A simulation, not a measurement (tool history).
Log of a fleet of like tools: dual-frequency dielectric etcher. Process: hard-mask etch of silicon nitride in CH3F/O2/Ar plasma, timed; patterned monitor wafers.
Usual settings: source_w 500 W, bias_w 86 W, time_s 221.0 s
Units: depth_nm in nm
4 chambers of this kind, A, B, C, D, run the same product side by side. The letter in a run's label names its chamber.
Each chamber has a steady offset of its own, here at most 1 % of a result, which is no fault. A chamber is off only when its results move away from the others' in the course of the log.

run     day  source_w  bias_w  time_s  hours since the last wet clean  hours since the last source power generator calibration  hours since the last bias power generator calibration  read-back reference wafer on the same gauge, depth_nm  depth_nm
 1B   0.546       500      86   221.0                            19.6                                                   3559.1                                                 1370.1                                                 182.04    180.25
 2A   0.942       500      86   221.0                            89.4                                                   2343.7                                                 2081.5                                                 182.15    179.74
 3D   1.392       500      86   221.0                           365.6                                                    263.6                                                 1683.7                                                 181.96    178.36
 4C   1.812       500      86   221.0                           328.7                                                    294.8                                                 2371.1                                                 181.97    180.19
 5B   2.321       500      86   221.0                            62.2                                                   3601.7                                                 1412.7                                                 181.91    180.68
 6C   2.775       500      86   221.0                           351.8                                                    317.9                                                 2394.2                                                 182.04    180.71
 7A   3.221       570      86   221.0                           144.1                                                   2398.4                                                 2136.2                                                 181.94    189.51
 8D   3.525       570      86   221.0                           416.8                                                    314.8                                                 1734.9                                                 181.97    187.07
 9D   3.975       570      86   221.0                           427.6                                                    325.6                                                 1745.7                                                 182.09    186.90
10A   4.533       570      86   221.0                           175.6                                                   2429.9                                                 2167.7                                                 181.99    190.26
11C   5.092       500      86   221.0                           407.4                                                    373.5                                                 2449.8                                                 182.03    180.65
12B   5.392       500      86   221.0                           135.9                                                   3675.4                                                 1486.4                                                 182.02    179.63
13C   5.721       500      76   221.0                           422.5                                                    388.6                                                 2464.9                                                 182.08    172.69
14D   5.975       500      76   221.0                           475.6                                                    373.6                                                 1793.7                                                 182.07    170.76
15A   6.317       500      76   221.0                           218.4                                                   2472.7                                                 2210.5                                                 181.94    172.89
16B   6.662       500      76   221.0                           166.4                                                   3705.9                                                 1516.9                                                 181.98    171.45
17A   6.996       500      86   221.0                           234.7                                                   2489.0                                                 2226.8                                                 181.98    179.43
18C   7.392       500      86   221.0                           462.6                                                    428.7                                                 2505.0                                                 182.11    180.18
19D   7.862       500      86   221.0                           520.9                                                    418.9                                                 1839.0                                                 182.11    179.03
20B   8.179       500      86   221.0                           202.8                                                   3742.3                                                 1553.3                                                 182.08    179.67
21A   8.429       500      86   221.0                           269.1                                                   2523.4                                                 2261.2                                                 182.11    179.40
22C   8.992       500      86   221.0                           501.0                                                    467.1                                                 2543.4                                                 182.03    179.51
      9.308  -- chamber C: wet clean of the chamber
23D   9.529       500      86   221.0                           560.9                                                    458.9                                                 1879.0                                                 182.06    179.19
24B   9.871       500      86   221.0                           243.4                                                   3782.9                                                 1593.9                                                 181.96    179.40
     10.062  -- chamber A: source power generator calibrated
25B  10.271       500      65   167.5                           253.0                                                   3792.5                                                 1603.5                                                 181.94    123.99
     10.283  -- chamber D: wet clean of the chamber
26D  10.812       500      65   167.5                            12.8                                                    489.7                                                 1909.8                                                 182.06    129.31
27C  11.104       500      65   167.5                            43.1                                                    517.8                                                 2594.1                                                 182.09    124.64
28A  11.550       500      65   167.5                           344.0                                                     35.7                                                 2336.1                                                 182.03    123.89
29C  12.033       500      86   221.0                            65.4                                                    540.1                                                 2616.4                                                 181.98    180.22
30A  12.346       420      79   221.0                           363.1                                                     54.8                                                 2355.2                                                 181.85    163.77
31B  12.875       420      79   221.0                           315.5                                                   3855.0                                                 1666.0                                                 182.25    162.89
     13.254  -- chamber B: source power generator calibrated
32D  13.329       420      79   221.0                            73.2                                                    550.1                                                 1970.2                                                 182.00    169.23
33C  13.821       420      79   221.0                           108.3                                                    583.0                                                 2659.3                                                 182.12    164.22
34D  14.338       550      86   164.5                            97.4                                                    574.3                                                 1994.4                                                 181.91    144.74
35B  14.779       550      86   164.5                           361.2                                                     36.7                                                 1711.7                                                 182.18    139.37
36A  15.096       550      86   164.5                           429.1                                                    120.8                                                 2421.2                                                 182.05    140.07
37D  15.638       550      86   164.5                           128.6                                                    605.5                                                 2025.6                                                 182.17    144.32
38B  15.896       500      86   221.0                           388.0                                                     63.5                                                 1738.5                                                 181.90    180.78
39C  16.417       500      86   221.0                           170.6                                                    645.3                                                 2721.6                                                 182.05    180.65
40A  16.675       500      86   221.0                           467.0                                                    158.7                                                 2459.1                                                 181.84    180.13

What goes on in this fleet: one chamber off, a drifting gauge, or nothing beyond the chambers' own small offsets? Name the chamber and the cause, if any.

A service left chamber D off against the others.
Cause: etch rate over this chamber's usual, % = 4.72.

Here are 4 candidates for chamber D's next run, each the usual settings with a change, their results left as question marks. Which one brings its results back in line with what the others give on the usual settings?
In line means no further than this from the other chambers' mean on the usual settings: depth_nm 2.40 nm
41D-1  17.083       500      87   227.5                                                                                                                                                                                                                ?
41D-2  17.083       500      86   223.0                                                                                                                                                                                                                ?
41D-3  17.083       500      86   218.5                                                                                                                                                                                                                ?
41D-4  17.083       500      85   214.5                                                                                                                                                                                                                ?

The other chambers' mean on the usual settings: depth_nm 180.10 nm
  run  depth_nm
41D-1    193.04
41D-2    188.46
41D-3    184.66
41D-4    180.54
41D-4 brings the chamber back in line.
